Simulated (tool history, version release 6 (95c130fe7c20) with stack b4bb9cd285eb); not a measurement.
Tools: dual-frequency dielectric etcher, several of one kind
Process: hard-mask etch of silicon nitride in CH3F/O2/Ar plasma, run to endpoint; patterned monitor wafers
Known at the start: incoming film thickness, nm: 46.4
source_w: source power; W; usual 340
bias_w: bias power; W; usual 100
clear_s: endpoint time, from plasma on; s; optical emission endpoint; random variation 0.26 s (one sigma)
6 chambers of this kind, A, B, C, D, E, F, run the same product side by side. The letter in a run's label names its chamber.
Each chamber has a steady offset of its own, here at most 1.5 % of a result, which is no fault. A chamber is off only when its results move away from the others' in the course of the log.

Run 1D, hour 14.4: usual settings. Result: clear_s 63.498 s.
At hour 20.4: chamber B: bias power generator calibrated.
Run 2E, hour 28.6: usual settings. Result: clear_s 63.246 s.
Run 3C, hour 37.1: usual settings. Result: clear_s 62.907 s.
Run 4A, hour 47.7: usual settings. Result: clear_s 63.167 s.
Run 5F, hour 62.8: usual settings. Result: clear_s 63.457 s.
Run 6B, hour 69.4: usual settings but source_w 300 W, bias_w 109 W. Result: clear_s 65.021 s.
Run 7B, hour 80.1: usual settings but source_w 300 W, bias_w 109 W. Result: clear_s 64.9 s.
At hour 83.7: chamber E: wet clean of the chamber.
Run 8E, hour 87: usual settings but source_w 300 W, bias_w 109 W. Result: clear_s 64.058 s.
Run 9A, hour 101: usual settings but source_w 300 W, bias_w 109 W. Result: clear_s 64.368 s.
At hour 112.5: chamber F: wet clean of the chamber.
Run 10D, hour 113.6: usual settings but source_w 300 W, bias_w 109 W. Result: clear_s 64.753 s.
Run 11F, hour 121.7: usual settings but source_w 300 W, bias_w 109 W. Result: clear_s 64.02 s.
Run 12C, hour 131.2: usual settings. Result: clear_s 63.058 s.
Run 13C, hour 139.3: usual settings but source_w 300 W, bias_w 92 W. Result: clear_s 67.731 s.
Run 14E, hour 149.1: usual settings but source_w 300 W, bias_w 92 W. Result: clear_s 67.773 s.
Run 15B, hour 157.3: usual settings but source_w 300 W, bias_w 92 W. Result: clear_s 69.733 s.
Run 16F, hour 164.7: usual settings but source_w 300 W, bias_w 92 W. Result: clear_s 68.811 s.
Run 17A, hour 172.8: usual settings but source_w 300 W, bias_w 92 W. Result: clear_s 68.225 s.
Run 18D, hour 185.7: usual settings but source_w 300 W, bias_w 92 W. Result: clear_s 68.783 s.
Run 19D, hour 193.6: usual settings. Result: clear_s 64.158 s.
Run 20A, hour 204: usual settings. Result: clear_s 63.184 s.
Run 21B, hour 216.3: usual settings. Result: clear_s 64.367 s.
At hour 230.3: chamber A: wet clean of the chamber.
Run 22C, hour 231.4: usual settings. Result: clear_s 62.615 s.
Run 23E, hour 240.3: usual settings. Result: clear_s 63.211 s.
Run 24F, hour 247.2: usual settings. Result: clear_s 64.019 s.
Run 25A, hour 258.7: usual settings. Result: clear_s 63.549 s.
Run 26F, hour 269.6: usual settings. Result: clear_s 63.41 s.
Run 27C, hour 281.8: usual settings. Result: clear_s 62.888 s.
Run 28B, hour 296.1: usual settings. Result: clear_s 64.011 s.
Run 29D, hour 303.1: usual settings. Result: clear_s 65.712 s.
Run 30E, hour 314.3: usual settings. Result: clear_s 63.04 s.
Run 31A, hour 323.6: usual settings. Result: clear_s 63.323 s.
Run 32D, hour 332.9: usual settings but source_w 300 W, bias_w 80 W. Result: clear_s 74.84 s.
Run 33C, hour 342.8: usual settings but source_w 300 W, bias_w 80 W. Result: clear_s 71.208 s.
Run 34B, hour 357.1: usual settings but source_w 300 W, bias_w 80 W. Result: clear_s 72.848 s.
Run 35F, hour 366.7: usual settings but source_w 300 W, bias_w 80 W. Result: clear_s 72.522 s.
Run 36E, hour 381.2: usual settings but source_w 300 W, bias_w 80 W. Result: clear_s 71.884 s.
Run 37F, hour 391: usual settings but source_w 300 W, bias_w 80 W. Result: clear_s 72.143 s.
Run 38B, hour 400.4: usual settings. Result: clear_s 64.181 s.
At hour 405.2: chamber C: wet clean of the chamber.
Run 39C, hour 407.6: usual settings but source_w 400 W, bias_w 124 W. Result: clear_s 54.436 s.
Run 40A, hour 415.3: usual settings but source_w 400 W, bias_w 124 W. Result: clear_s 55.136 s.
Run 41E, hour 423.1: usual settings but source_w 400 W, bias_w 124 W. Result: clear_s 55.409 s.
Run 42D, hour 437.3: usual settings but source_w 400 W, bias_w 124 W. Result: clear_s 58.402 s.

Next, every chamber runs the same settings. What will each give?
Run 43A, hour 448.1: usual settings. Result: clear_s ?.
Run 43B, hour 448.1: usual settings. Result: clear_s ?.
Run 43C, hour 448.1: usual settings. Result: clear_s ?.
Run 43D, hour 448.1: usual settings. Result: clear_s ?.
Run 43E, hour 448.1: usual settings. Result: clear_s ?.
Run 43F, hour 448.1: usual settings. Result: clear_s ?.

run  clear_s
43A   63.491
43B   63.859
43C   62.916
43D   67.935
43E   62.838
43F   63.871
